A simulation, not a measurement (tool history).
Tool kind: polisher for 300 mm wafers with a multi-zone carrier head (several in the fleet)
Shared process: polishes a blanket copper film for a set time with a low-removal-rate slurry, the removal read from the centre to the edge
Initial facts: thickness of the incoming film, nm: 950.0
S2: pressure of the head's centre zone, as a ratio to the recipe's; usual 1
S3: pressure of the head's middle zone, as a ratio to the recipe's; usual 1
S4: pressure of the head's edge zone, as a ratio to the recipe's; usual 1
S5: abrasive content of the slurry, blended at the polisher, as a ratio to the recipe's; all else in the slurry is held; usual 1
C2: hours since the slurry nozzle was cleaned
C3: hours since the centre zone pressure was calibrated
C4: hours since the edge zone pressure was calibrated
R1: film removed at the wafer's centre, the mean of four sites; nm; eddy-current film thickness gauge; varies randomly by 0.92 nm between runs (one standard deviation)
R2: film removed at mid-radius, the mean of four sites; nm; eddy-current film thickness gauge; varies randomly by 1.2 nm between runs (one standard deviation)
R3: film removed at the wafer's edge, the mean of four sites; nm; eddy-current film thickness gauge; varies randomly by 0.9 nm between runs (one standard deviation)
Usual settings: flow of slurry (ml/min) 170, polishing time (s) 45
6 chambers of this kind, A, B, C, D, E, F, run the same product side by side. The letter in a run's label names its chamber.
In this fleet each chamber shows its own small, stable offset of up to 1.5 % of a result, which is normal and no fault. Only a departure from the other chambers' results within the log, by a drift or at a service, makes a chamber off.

Run 1D, day 0.217: usual settings; wafers polished on this pad 626; C2 26.7; C3 132.7; C4 286.6. Result: R1 81.114 nm, R2 82.998 nm, R3 82.486 nm.
Run 2C, day 0.383: usual settings; wafers polished on this pad 363; C2 624.6; C3 1062.4; C4 362.9. Result: R1 83.555 nm, R2 81.564 nm, R3 84.293 nm.
At day 0.396: chamber A: worn pad replaced by a new one.
Run 3E, day 0.554: usual settings; wafers polished on this pad 412; C2 60.3; C3 292.1; C4 148.4. Result: R1 84.011 nm, R2 82.694 nm, R3 83.019 nm.
Run 4A, day 0.754: usual settings; wafers polished on this pad 93; C2 164; C3 734.5; C4 631.5. Result: R1 81.682 nm, R2 81.96 nm, R3 83.861 nm.
Run 5B, day 0.962: usual settings but S2 0.93, S4 0.96; wafers polished on this pad 453; C2 268.2; C3 594.9; C4 641.8. Result: R1 77.79 nm, R2 82.761 nm, R3 81.788 nm.
Run 6F, day 1.142: usual settings but S2 0.93, S4 0.96; wafers polished on this pad 779; C2 213.4; C3 606; C4 1136. Result: R1 74.965 nm, R2 80.155 nm, R3 82.444 nm.
At day 1.217: chamber B: worn pad replaced by a new one.
Run 7A, day 1.354: usual settings but S2 0.93, S4 0.96; wafers polished on this pad 250; C2 178.4; C3 748.9; C4 645.9. Result: R1 75.286 nm, R2 82.725 nm, R3 80.721 nm.
At day 1.362: chamber F: worn pad replaced by a new one.
At day 1.379: chamber D: worn pad replaced by a new one.
Run 8E, day 1.575: usual settings but S2 0.93, S4 0.96; wafers polished on this pad 680; C2 84.8; C3 316.6; C4 172.9. Result: R1 77.398 nm, R2 81.69 nm, R3 80.652 nm.
At day 1.646: chamber A: edge zone pressure recalibrated.
Run 9B, day 1.788: usual settings but S2 0.93, S4 0.96; wafers polished on this pad 149; C2 288; C3 614.7; C4 661.6. Result: R1 76.914 nm, R2 83.381 nm, R3 82.007 nm.
Run 10F, day 1.917: usual settings but S2 0.93, S4 0.96; wafers polished on this pad 145; C2 232; C3 624.6; C4 1154.6. Result: R1 75.731 nm, R2 82.074 nm, R3 82.679 nm.
Run 11D, day 2.096: usual settings but S3 1.07, S5 1.1; wafers polished on this pad 188; C2 71.8; C3 177.8; C4 331.7. Result: R1 82.089 nm, R2 92.054 nm, R3 84.442 nm.
Run 12C, day 2.208: usual settings but S3 1.07, S5 1.1; wafers polished on this pad 841; C2 668.4; C3 1106.2; C4 406.7. Result: R1 86.245 nm, R2 89.948 nm, R3 84.576 nm.
At day 2.229: chamber C: worn pad replaced by a new one.
Run 13B, day 2.438: usual settings but S3 1.07, S5 1.1; wafers polished on this pad 319; C2 303.6; C3 630.3; C4 677.2. Result: R1 85.219 nm, R2 89.286 nm, R3 84.752 nm.
Run 14F, day 2.558: usual settings but S3 1.07, S5 1.1; wafers polished on this pad 313; C2 247.4; C3 640; C4 1170. Result: R1 84.719 nm, R2 92.918 nm, R3 86.497 nm.
Run 15E, day 2.7: usual settings but S3 1.07, S5 1.1; wafers polished on this pad 974; C2 111.8; C3 343.6; C4 199.9. Result: R1 85.525 nm, R2 89.542 nm, R3 86.694 nm.
Run 16C, day 2.921: usual settings but S3 1.07, S5 1.1; wafers polished on this pad 181; C2 685.5; C3 1123.3; C4 423.8. Result: R1 83.905 nm, R2 90.198 nm, R3 86.139 nm.
At day 3.062: chamber F: slurry nozzle cleaned.
Run 17A, day 3.154: usual settings; wafers polished on this pad 721; C2 221.6; C3 792.1; C4 36.2. Result: R1 81.458 nm, R2 81.117 nm, R3 82.578 nm.
At day 3.204: chamber E: worn pad replaced by a new one.
Run 18D, day 3.342: usual settings; wafers polished on this pad 514; C2 101.7; C3 207.7; C4 361.6. Result: R1 82.648 nm, R2 82.823 nm, R3 82.821 nm.
At day 3.354: chamber B: worn pad replaced by a new one.
Run 19F, day 3.579: usual settings; wafers polished on this pad 580; C2 12.4; C3 664.5; C4 1194.5. Result: R1 81.721 nm, R2 82.523 nm, R3 85.253 nm.
Run 20C, day 3.762: usual settings; wafers polished on this pad 401; C2 705.7; C3 1143.5; C4 444. Result: R1 83.483 nm, R2 81.463 nm, R3 82.923 nm.
Run 21B, day 3.992: usual settings; wafers polished on this pad 167; C2 340.9; C3 667.6; C4 714.5. Result: R1 84.44 nm, R2 83.336 nm, R3 84.415 nm.
At day 4.004: chamber F: worn pad replaced by a new one.
Run 22A, day 4.138: usual settings but S3 0.89; wafers polished on this pad 978; C2 245.2; C3 815.7; C4 59.8. Result: R1 79.213 nm, R2 71.81 nm, R3 80.916 nm.
Run 23D, day 4.321: usual settings but S3 0.89; wafers polished on this pad 770; C2 125.2; C3 231.2; C4 385.1. Result: R1 81.386 nm, R2 74.579 nm, R3 83.464 nm.
At day 4.379: chamber A: worn pad replaced by a new one.
Run 24E, day 4.462: usual settings but S3 0.89; wafers polished on this pad 329; C2 154.1; C3 385.9; C4 242.2. Result: R1 83.832 nm, R2 75.114 nm, R3 84.453 nm.
Run 25B, day 4.604: usual settings but S3 0.89; wafers polished on this pad 328; C2 355.6; C3 682.3; C4 729.2. Result: R1 85.058 nm, R2 74.054 nm, R3 82.593 nm.
At day 4.804: chamber C: slurry nozzle cleaned.
Run 26A, day 4.812: usual settings but S3 0.89; wafers polished on this pad 113; C2 261.4; C3 831.9; C4 76. Result: R1 78.825 nm, R2 71.491 nm, R3 80.484 nm.
Run 27C, day 5.071: usual settings but S3 0.89; wafers polished on this pad 743; C2 6.4; C3 1174.9; C4 475.4. Result: R1 82.855 nm, R2 75.237 nm, R3 84.497 nm.
Run 28D, day 5.242: usual settings; wafers polished on this pad 1011; C2 147.3; C3 253.3; C4 407.2. Result: R1 81.615 nm, R2 82.609 nm, R3 83.53 nm.
Run 29E, day 5.475: usual settings but S4 1.12; wafers polished on this pad 594; C2 178.4; C3 410.2; C4 266.5. Result: R1 81.796 nm, R2 80.721 nm, R3 88.324 nm.
At day 5.483: chamber B: worn pad replaced by a new one.
At day 5.483: chamber D: worn pad replaced by a new one.
At day 5.588: chamber C: worn pad replaced by a new one.
Run 30F, day 5.612: usual settings but S4 1.12; wafers polished on this pad 421; C2 61.2; C3 713.3; C4 1243.3. Result: R1 82.923 nm, R2 84.704 nm, R3 87.954 nm.
Run 31B, day 5.788: usual settings but S4 1.12; wafers polished on this pad 80; C2 384; C3 710.7; C4 757.6. Result: R1 84.046 nm, R2 81.428 nm, R3 88.462 nm.
Run 32D, day 5.967: usual settings but S4 1.12; wafers polished on this pad 127; C2 164.7; C3 270.7; C4 424.6. Result: R1 81.6 nm, R2 84.307 nm, R3 86.776 nm.
Run 33C, day 6.1: usual settings but S4 1.12; wafers polished on this pad 134; C2 31.1; C3 1199.6; C4 500.1. Result: R1 83.289 nm, R2 85.716 nm, R3 87.389 nm.
Run 34A, day 6.338: usual settings but S4 1.12; wafers polished on this pad 512; C2 298; C3 868.5; C4 112.6. Result: R1 78.208 nm, R2 78.77 nm, R3 83.814 nm.
Run 35F, day 6.512: usual settings; wafers polished on this pad 656; C2 82.8; C3 734.9; C4 1264.9. Result: R1 83.621 nm, R2 81.365 nm, R3 83.592 nm.
At day 6.525: chamber F: worn pad replaced by a new one.
At day 6.575: chamber E: worn pad replaced by a new one.
Run 36E, day 6.633: usual settings; wafers polished on this pad 15; C2 206.2; C3 438; C4 294.3. Result: R1 83.532 nm, R2 79.595 nm, R3 82.848 nm.
Run 37A, day 6.879: usual settings; wafers polished on this pad 654; C2 311; C3 881.5; C4 125.6. Result: R1 76.398 nm, R2 75.542 nm, R3 78.953 nm.
Run 38F, day 7.004: usual settings; wafers polished on this pad 126; C2 94.6; C3 746.7; C4 1276.7. Result: R1 83.323 nm, R2 85.808 nm, R3 83.302 nm.
Run 39D, day 7.25: usual settings; wafers polished on this pad 463; C2 195.5; C3 301.5; C4 455.4. Result: R1 81.439 nm, R2 81.369 nm, R3 81.478 nm.
Run 40C, day 7.375: usual settings; wafers polished on this pad 467; C2 61.7; C3 1230.2; C4 530.7. Result: R1 83.268 nm, R2 82.966 nm, R3 81.453 nm.

What goes on in this fleet: one chamber off, a drifting gauge, or nothing beyond the chambers' own small offsets? Name the chamber and the cause, if any.

Chamber A drifts away from the others.
Cause: slurry flow missing at the pad, % = 34.4.

Below are 4 candidate recipes for chamber A's next run, each the usual settings with a change, their results shown as question marks. Which of them brings A's results back in line with what the other chambers give on the usual settings?
In line means no further than this from the other chambers' mean on the usual settings: R1 3.2 nm; R2 4.2 nm; R3 3.2 nm
Run 41A-1, day 7.562: usual settings but flow of slurry (ml/min) 165, S2 0.99, S3 0.99, S4 1.01, polishing time (s) 44. Result: R1 ?, R2 ?, R3 ?.
Run 41A-2, day 7.562: usual settings but flow of slurry (ml/min) 160, S2 0.97, S3 0.98, S4 1.02, polishing time (s) 42. Result: R1 ?, R2 ?, R3 ?.
Run 41A-3, day 7.562: usual settings but flow of slurry (ml/min) 175, S2 1.01, S3 1.01, S4 0.99, polishing time (s) 46. Result: R1 ?, R2 ?, R3 ?.
Run 41A-4, day 7.562: usual settings but flow of slurry (ml/min) 180, S2 1.03, S3 1.02, S4 0.98, polishing time (s) 48. Result: R1 ?, R2 ?, R3 ?.

On the usual settings, the other chambers give on average: R1 83.112 nm; R2 82.916 nm; R3 83.358 nm
  run      R1      R2      R3
41A-1    71.4  72.684  76.342
41A-2  65.993  68.182  72.859
41A-3  77.659  78.562  79.764
41A-4  83.479  83.288   83.17
41A-4 is the one that brings the chamber's results back in line with the other chambers.
